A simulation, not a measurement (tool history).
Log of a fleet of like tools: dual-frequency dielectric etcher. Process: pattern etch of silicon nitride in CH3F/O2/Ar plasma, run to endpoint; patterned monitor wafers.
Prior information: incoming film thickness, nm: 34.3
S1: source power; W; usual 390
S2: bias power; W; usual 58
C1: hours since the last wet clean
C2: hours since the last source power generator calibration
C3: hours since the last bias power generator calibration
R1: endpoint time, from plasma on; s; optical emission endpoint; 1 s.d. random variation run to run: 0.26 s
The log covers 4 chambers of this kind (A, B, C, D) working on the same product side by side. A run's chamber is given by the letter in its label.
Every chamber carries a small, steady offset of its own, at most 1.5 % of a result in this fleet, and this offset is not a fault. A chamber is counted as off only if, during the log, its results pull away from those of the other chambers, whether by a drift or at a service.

{"run": "1B", "hour": 11.7, "S1": 390, "S2": 58, "C1": 235.8, "C2": 1594.6, "C3": 1769.4, "R1": 53.171}
{"run": "2C", "hour": 19.4, "S1": 390, "S2": 58, "C1": 314.6, "C2": 268.6, "C3": 1394.9, "R1": 53.462}
{"run": "3A", "hour": 28.5, "S1": 390, "S2": 58, "C1": 367.3, "C2": 1573, "C3": 1977.3, "R1": 54.171}
{"run": "4D", "hour": 33.8, "S1": 390, "S2": 58, "C1": 257.4, "C2": 4091.4, "C3": 953.5, "R1": 53.759}
{"run": "5A", "hour": 43.1, "S1": 390, "S2": 58, "C1": 381.9, "C2": 1587.6, "C3": 1991.9, "R1": 54.149}
{"run": "6B", "hour": 55.0, "S1": 390, "S2": 58, "C1": 279.1, "C2": 1637.9, "C3": 1812.7, "R1": 53.163}
{"run": "7C", "hour": 65.2, "S1": 390, "S2": 58, "C1": 360.4, "C2": 314.4, "C3": 1440.7, "R1": 53.635}
{"run": "8D", "hour": 74.1, "S1": 390, "S2": 58, "C1": 297.7, "C2": 4131.7, "C3": 993.8, "R1": 54.254}
{"run": "9B", "hour": 85.2, "S1": 470, "S2": 64, "C1": 309.3, "C2": 1668.1, "C3": 1842.9, "R1": 48.284}
{"run": "10A", "hour": 91.4, "S1": 470, "S2": 64, "C1": 430.2, "C2": 1635.9, "C3": 2040.2, "R1": 48.899}
{"run": "11C", "hour": 103.7, "S1": 470, "S2": 64, "C1": 398.9, "C2": 352.9, "C3": 1479.2, "R1": 48.56}
{"run": "12D", "hour": 112.0, "S1": 470, "S2": 64, "C1": 335.6, "C2": 4169.6, "C3": 1031.7, "R1": 48.615}
{"run": "13D", "hour": 121.2, "S1": 390, "S2": 58, "C1": 344.8, "C2": 4178.8, "C3": 1040.9, "R1": 53.795}
{"run": "14A", "hour": 133.4, "S1": 390, "S2": 58, "C1": 472.2, "C2": 1677.9, "C3": 2082.2, "R1": 54.007}
{"run": "15B", "hour": 143.4, "S1": 390, "S2": 58, "C1": 367.5, "C2": 1726.3, "C3": 1901.1, "R1": 53.182}
{"run": "16C", "hour": 153.7, "S1": 390, "S2": 58, "C1": 448.9, "C2": 402.9, "C3": 1529.2, "R1": 53.28}
{"run": "17D", "hour": 159.9, "S1": 430, "S2": 53, "C1": 383.5, "C2": 4217.5, "C3": 1079.6, "R1": 53.647}
{"run": "18A", "hour": 167.1, "S1": 430, "S2": 53, "C1": 505.9, "C2": 1711.6, "C3": 2115.9, "R1": 53.47}
{"hour": 169.4, "done": "chamber B: bias power generator calibrated"}
{"run": "19B", "hour": 178.3, "S1": 430, "S2": 53, "C1": 402.4, "C2": 1761.2, "C3": 8.9, "R1": 53.142}
{"run": "20C", "hour": 190.4, "S1": 430, "S2": 53, "C1": 485.6, "C2": 439.6, "C3": 1565.9, "R1": 52.99}
{"hour": 197.5, "done": "chamber D: wet clean of the chamber"}
{"run": "21A", "hour": 200.4, "S1": 390, "S2": 58, "C1": 539.2, "C2": 1744.9, "C3": 2149.2, "R1": 54.062}
{"hour": 203.1, "done": "chamber A: wet clean of the chamber"}
{"hour": 208.1, "done": "chamber B: wet clean of the chamber"}
{"hour": 209.2, "done": "chamber C: wet clean of the chamber"}
{"run": "22C", "hour": 210.9, "S1": 390, "S2": 58, "C1": 1.7, "C2": 460.1, "C3": 1586.4, "R1": 53.667}
{"run": "23B", "hour": 222.0, "S1": 390, "S2": 58, "C1": 14, "C2": 1804.9, "C3": 52.6, "R1": 54.068}
{"run": "24D", "hour": 232.5, "S1": 390, "S2": 58, "C1": 35, "C2": 4290.1, "C3": 1152.2, "R1": 53.55}
{"run": "25C", "hour": 244.6, "S1": 390, "S2": 58, "C1": 35.4, "C2": 493.8, "C3": 1620.1, "R1": 53.207}
{"run": "26D", "hour": 255.2, "S1": 430, "S2": 49, "C1": 57.7, "C2": 4312.8, "C3": 1174.9, "R1": 54.737}
{"run": "27B", "hour": 267.4, "S1": 430, "S2": 49, "C1": 59.4, "C2": 1850.3, "C3": 98, "R1": 54.409}
{"run": "28A", "hour": 272.9, "S1": 430, "S2": 49, "C1": 69.8, "C2": 1817.4, "C3": 2221.7, "R1": 52.555}
{"run": "29C", "hour": 280.5, "S1": 430, "S2": 49, "C1": 71.3, "C2": 529.7, "C3": 1656, "R1": 54.282}
{"hour": 280.9, "done": "chamber A: source power generator calibrated"}
{"run": "30B", "hour": 286.8, "S1": 450, "S2": 66, "C1": 78.8, "C2": 1869.7, "C3": 117.4, "R1": 48.581}
{"run": "31A", "hour": 298.2, "S1": 450, "S2": 66, "C1": 95.1, "C2": 17.4, "C3": 2247, "R1": 46.825}
{"run": "32D", "hour": 308.1, "S1": 450, "S2": 66, "C1": 110.6, "C2": 4365.7, "C3": 1227.8, "R1": 48.97}
{"run": "33D", "hour": 316.2, "S1": 450, "S2": 66, "C1": 118.7, "C2": 4373.8, "C3": 1235.9, "R1": 48.762}
{"run": "34B", "hour": 326.2, "S1": 390, "S2": 58, "C1": 118.2, "C2": 1909.1, "C3": 156.8, "R1": 53.111}

The same settings go to every chamber for the next run, one line per chamber below. Forecast the results for each:
{"run": "35A", "hour": 335.1, "S1": 390, "S2": 67, "R1": "?"}
{"run": "35B", "hour": 335.1, "S1": 390, "S2": 67, "R1": "?"}
{"run": "35C", "hour": 335.1, "S1": 390, "S2": 67, "R1": "?"}
{"run": "35D", "hour": 335.1, "S1": 390, "S2": 67, "R1": "?"}

run=35A R1=49.176
run=35B R1=51.524
run=35C R1=51.012
run=35D R1=51.381

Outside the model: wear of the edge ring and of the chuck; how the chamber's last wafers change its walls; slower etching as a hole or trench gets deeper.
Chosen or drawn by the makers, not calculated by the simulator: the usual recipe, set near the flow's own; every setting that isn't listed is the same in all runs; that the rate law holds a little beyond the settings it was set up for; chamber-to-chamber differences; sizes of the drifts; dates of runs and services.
